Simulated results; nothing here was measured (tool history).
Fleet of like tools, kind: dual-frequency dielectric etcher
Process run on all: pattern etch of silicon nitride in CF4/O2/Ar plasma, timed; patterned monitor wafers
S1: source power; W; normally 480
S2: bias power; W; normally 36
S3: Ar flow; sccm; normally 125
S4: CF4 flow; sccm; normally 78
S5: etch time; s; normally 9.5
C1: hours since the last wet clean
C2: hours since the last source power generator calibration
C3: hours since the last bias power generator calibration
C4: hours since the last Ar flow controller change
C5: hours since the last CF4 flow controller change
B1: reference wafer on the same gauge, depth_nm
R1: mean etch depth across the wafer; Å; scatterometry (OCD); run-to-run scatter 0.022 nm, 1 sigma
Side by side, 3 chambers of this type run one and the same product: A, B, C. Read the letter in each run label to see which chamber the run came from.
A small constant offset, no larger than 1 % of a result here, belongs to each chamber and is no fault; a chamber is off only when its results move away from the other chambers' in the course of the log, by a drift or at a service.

run 1A hour=6 | S1=480 S2=36 S3=125 S4=78 S5=9.5 | C1=133.7 C2=1177.9 C3=537.9 C4=4788.4 C5=2358 | B1=15.102 | R1=145.19
-- hour=6.8 chamber C: bias power generator calibrated
run 2C hour=13 | S1=480 S2=36 S3=125 S4=78 S5=9.5 | C1=440.8 C2=76.8 C3=6.3 C4=1962.8 C5=1841.9 | B1=15.096 | R1=144.1
run 3B hour=17.1 | S1=480 S2=36 S3=125 S4=78 S5=9.5 | C1=315.6 C2=285.4 C3=1805.5 C4=1557.1 C5=1492.2 | B1=15.089 | R1=143.73
run 4A hour=25.8 | S1=480 S2=36 S3=125 S4=78 S5=9.5 | C1=153.5 C2=1197.7 C3=557.7 C4=4808.2 C5=2377.8 | B1=15.081 | R1=144.94
run 5C hour=32.1 | S1=480 S2=36 S3=125 S4=78 S5=9.5 | C1=459.9 C2=95.9 C3=25.4 C4=1981.9 C5=1861 | B1=15.078 | R1=144.03
run 6B hour=40.7 | S1=480 S2=36 S3=125 S4=78 S5=9.5 | C1=339.2 C2=309 C3=1829.1 C4=1580.7 C5=1515.8 | B1=15.076 | R1=143.68
run 7A hour=46.5 | S1=480 S2=36 S3=125 S4=78 S5=9.5 | C1=174.2 C2=1218.4 C3=578.4 C4=4828.9 C5=2398.5 | B1=15.075 | R1=144.86
run 8C hour=51.3 | S1=480 S2=36 S3=125 S4=78 S5=9.5 | C1=479.1 C2=115.1 C3=44.6 C4=2001.1 C5=1880.2 | B1=15.063 | R1=144.12
run 9B hour=57.4 | S1=480 S2=36 S3=125 S4=78 S5=9.5 | C1=355.9 C2=325.7 C3=1845.8 C4=1597.4 C5=1532.5 | B1=15.065 | R1=143.7
run 10B hour=64.1 | S1=480 S2=36 S3=125 S4=78 S5=9.5 | C1=362.6 C2=332.4 C3=1852.5 C4=1604.1 C5=1539.2 | B1=15.055 | R1=143.18
run 11A hour=70.1 | S1=480 S2=36 S3=125 S4=78 S5=9.5 | C1=197.8 C2=1242 C3=602 C4=4852.5 C5=2422.1 | B1=15.057 | R1=144.98
run 12C hour=76.5 | S1=480 S2=36 S3=125 S4=78 S5=9.5 | C1=504.3 C2=140.3 C3=69.8 C4=2026.3 C5=1905.4 | B1=15.051 | R1=143.76
-- hour=83.1 chamber C: wet clean of the chamber
run 13A hour=85.9 | S1=480 S2=36 S3=125 S4=78 S5=9.5 | C1=213.6 C2=1257.8 C3=617.8 C4=4868.3 C5=2437.9 | B1=15.044 | R1=144.69
run 14B hour=91 | S1=480 S2=36 S3=125 S4=78 S5=9.5 | C1=389.5 C2=359.3 C3=1879.4 C4=1631 C5=1566.1 | B1=15.044 | R1=143.55
run 15C hour=97 | S1=480 S2=32 S3=125 S4=78 S5=9.5 | C1=13.9 C2=160.8 C3=90.3 C4=2046.8 C5=1925.9 | B1=15.039 | R1=137.23
run 16A hour=102.4 | S1=480 S2=32 S3=125 S4=78 S5=9.5 | C1=230.1 C2=1274.3 C3=634.3 C4=4884.8 C5=2454.4 | B1=15.032 | R1=138.48
run 17C hour=109 | S1=480 S2=32 S3=125 S4=78 S5=9.5 | C1=25.9 C2=172.8 C3=102.3 C4=2058.8 C5=1937.9 | B1=15.036 | R1=137.79
run 18B hour=113.4 | S1=480 S2=36 S3=125 S4=78 S5=9.5 | C1=411.9 C2=381.7 C3=1901.8 C4=1653.4 C5=1588.5 | B1=15.034 | R1=142.95
run 19A hour=120.8 | S1=480 S2=36 S3=125 S4=78 S5=9.5 | C1=248.5 C2=1292.7 C3=652.7 C4=4903.2 C5=2472.8 | B1=15.019 | R1=144.8
run 20C hour=128.5 | S1=480 S2=36 S3=125 S4=78 S5=9.5 | C1=45.4 C2=192.3 C3=121.8 C4=2078.3 C5=1957.4 | B1=15.02 | R1=143.15
run 21B hour=135.1 | S1=480 S2=36 S3=125 S4=78 S5=9.5 | C1=433.6 C2=403.4 C3=1923.5 C4=1675.1 C5=1610.2 | B1=15.011 | R1=142.74
run 22B hour=141.4 | S1=480 S2=36 S3=125 S4=78 S5=9.5 | C1=439.9 C2=409.7 C3=1929.8 C4=1681.4 C5=1616.5 | B1=15.008 | R1=142.44

Next, every chamber runs the same settings. What will each give?
run 23A hour=148.3 | S1=570 S2=36 S3=125 S4=78 S5=9.5 | R1=?
run 23B hour=148.3 | S1=570 S2=36 S3=125 S4=78 S5=9.5 | R1=?
run 23C hour=148.3 | S1=570 S2=36 S3=125 S4=78 S5=9.5 | R1=?

run=23A R1=167.84
run=23B R1=166.59
run=23C R1=166.17
